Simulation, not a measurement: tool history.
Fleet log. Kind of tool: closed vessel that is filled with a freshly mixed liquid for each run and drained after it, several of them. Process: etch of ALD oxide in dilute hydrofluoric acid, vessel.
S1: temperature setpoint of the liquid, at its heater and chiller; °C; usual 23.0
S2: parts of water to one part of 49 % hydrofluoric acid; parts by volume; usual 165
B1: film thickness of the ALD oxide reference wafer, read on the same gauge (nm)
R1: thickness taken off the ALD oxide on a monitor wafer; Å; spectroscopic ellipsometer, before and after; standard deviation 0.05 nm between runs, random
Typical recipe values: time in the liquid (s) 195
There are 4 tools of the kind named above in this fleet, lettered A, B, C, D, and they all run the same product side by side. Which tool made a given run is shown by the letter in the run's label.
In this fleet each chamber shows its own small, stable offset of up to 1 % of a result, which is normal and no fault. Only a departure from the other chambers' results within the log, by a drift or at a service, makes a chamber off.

run 1D day=0.138 | S1=23.0 S2=165 time_in_the_liquid_(s)=195 | B1=80.038 | R1=152.900
run 2C day=0.354 | S1=23.0 S2=165 time_in_the_liquid_(s)=195 | B1=79.985 | R1=155.250
run 3B day=0.554 | S1=23.0 S2=165 time_in_the_liquid_(s)=195 | B1=80.017 | R1=154.880
run 4A day=0.754 | S1=23.0 S2=165 time_in_the_liquid_(s)=195 | B1=79.937 | R1=152.120
run 5C day=0.950 | S1=23.0 S2=165 time_in_the_liquid_(s)=195 | B1=79.978 | R1=155.310
run 6D day=1.225 | S1=23.0 S2=200 time_in_the_liquid_(s)=280 | B1=80.015 | R1=173.730
run 7B day=1.475 | S1=23.0 S2=200 time_in_the_liquid_(s)=280 | B1=79.995 | R1=175.690
run 8A day=1.738 | S1=23.0 S2=200 time_in_the_liquid_(s)=280 | B1=80.024 | R1=175.230
run 9A day=1.942 | S1=23.0 S2=200 time_in_the_liquid_(s)=280 | B1=79.973 | R1=175.580
run 10C day=2.204 | S1=23.0 S2=120 time_in_the_liquid_(s)=195 | B1=79.993 | R1=222.170
run 11B day=2.404 | S1=23.0 S2=120 time_in_the_liquid_(s)=195 | B1=80.021 | R1=225.250
run 12D day=2.671 | S1=23.0 S2=120 time_in_the_liquid_(s)=195 | B1=80.025 | R1=223.570
run 13A day=2.796 | S1=23.0 S2=120 time_in_the_liquid_(s)=195 | B1=79.992 | R1=219.930
run 14C day=3.067 | S1=23.0 S2=165 time_in_the_liquid_(s)=195 | B1=79.991 | R1=155.820
run 15B day=3.225 | S1=23.0 S2=165 time_in_the_liquid_(s)=195 | B1=80.043 | R1=154.230
run 16D day=3.421 | S1=18.0 S2=165 time_in_the_liquid_(s)=195 | B1=80.008 | R1=126.610
run 17A day=3.546 | S1=18.0 S2=165 time_in_the_liquid_(s)=195 | B1=79.965 | R1=126.570
run 18D day=3.762 | S1=18.0 S2=165 time_in_the_liquid_(s)=195 | B1=79.984 | R1=126.300
-- day=3.825 chamber B: thermometer replaced
run 19C day=4.042 | S1=18.0 S2=165 time_in_the_liquid_(s)=195 | B1=80.003 | R1=126.840
run 20B day=4.208 | S1=23.0 S2=165 time_in_the_liquid_(s)=195 | B1=80.023 | R1=153.570
run 21D day=4.362 | S1=23.0 S2=165 time_in_the_liquid_(s)=195 | B1=80.037 | R1=153.450
run 22A day=4.550 | S1=23.0 S2=165 time_in_the_liquid_(s)=195 | B1=80.030 | R1=155.980
run 23B day=4.692 | S1=21.5 S2=165 time_in_the_liquid_(s)=195 | B1=80.007 | R1=145.610
run 24C day=4.938 | S1=21.5 S2=165 time_in_the_liquid_(s)=195 | B1=80.005 | R1=146.750
run 25D day=5.208 | S1=21.5 S2=165 time_in_the_liquid_(s)=195 | B1=79.965 | R1=144.290
run 26A day=5.350 | S1=21.5 S2=165 time_in_the_liquid_(s)=195 | B1=79.986 | R1=147.890
run 27B day=5.575 | S1=23.0 S2=165 time_in_the_liquid_(s)=195 | B1=80.033 | R1=154.030
run 28C day=5.838 | S1=23.0 S2=165 time_in_the_liquid_(s)=195 | B1=80.026 | R1=154.980
run 29B day=5.988 | S1=23.0 S2=165 time_in_the_liquid_(s)=195 | B1=80.018 | R1=153.600
run 30A day=6.158 | S1=23.0 S2=165 time_in_the_liquid_(s)=195 | B1=79.997 | R1=157.270
run 31D day=6.292 | S1=23.0 S2=165 time_in_the_liquid_(s)=100 | B1=80.011 | R1=78.630
run 32C day=6.458 | S1=23.0 S2=165 time_in_the_liquid_(s)=100 | B1=79.972 | R1=79.429
run 33A day=6.717 | S1=23.0 S2=165 time_in_the_liquid_(s)=100 | B1=80.012 | R1=80.768
run 34C day=6.900 | S1=23.0 S2=165 time_in_the_liquid_(s)=100 | B1=79.991 | R1=79.325
run 35B day=7.125 | S1=23.0 S2=165 time_in_the_liquid_(s)=195 | B1=79.992 | R1=154.250
run 36D day=7.362 | S1=23.0 S2=165 time_in_the_liquid_(s)=195 | B1=80.014 | R1=153.830
run 37B day=7.625 | S1=23.0 S2=165 time_in_the_liquid_(s)=195 | B1=79.991 | R1=153.930
run 38C day=7.775 | S1=23.0 S2=165 time_in_the_liquid_(s)=195 | B1=80.005 | R1=155.560
run 39D day=8.008 | S1=23.0 S2=165 time_in_the_liquid_(s)=195 | B1=80.031 | R1=153.330
run 40A day=8.146 | S1=23.0 S2=165 time_in_the_liquid_(s)=195 | B1=80.037 | R1=158.200
run 41D day=8.342 | S1=23.0 S2=165 time_in_the_liquid_(s)=195 | B1=79.981 | R1=153.210
run 42A day=8.592 | S1=23.0 S2=165 time_in_the_liquid_(s)=195 | B1=80.006 | R1=159.300

Is one chamber off against the others, does the gauge drift, or is nothing wrong? If a chamber is off, say which, and what the likeliest cause is.

It is chamber A that slowly wanders off from its peers.
What lies behind it: hydrofluoric acid flow above the setpoint (%) = 3.96.
With only this log, it may be confused with: liquid hotter than its thermometer reads (K).

Chamber A could run next with any of the 4 candidate recipes listed below; each alters the usual settings, and their results appear as question marks. Which one brings its results back in line with what the other chambers deliver on the usual settings?
To be in line, a result may differ from the other chambers' mean on the usual settings by at most: R1 1.800 Å
run 43A-1 day=8.792 | S1=23.0 S2=170 time_in_the_liquid_(s)=195 | R1=?
run 43A-2 day=8.792 | S1=23.5 S2=165 time_in_the_liquid_(s)=195 | R1=?
run 43A-3 day=8.792 | S1=23.0 S2=160 time_in_the_liquid_(s)=195 | R1=?
run 43A-4 day=8.792 | S1=22.5 S2=165 time_in_the_liquid_(s)=195 | R1=?

The other chambers' mean on the usual settings: R1 154.150 Å
run=43A-1 R1=154.090
run=43A-2 R1=162.630
run=43A-3 R1=165.330
run=43A-4 R1=156.560
With 43A-1, the chamber falls back in line with the rest.

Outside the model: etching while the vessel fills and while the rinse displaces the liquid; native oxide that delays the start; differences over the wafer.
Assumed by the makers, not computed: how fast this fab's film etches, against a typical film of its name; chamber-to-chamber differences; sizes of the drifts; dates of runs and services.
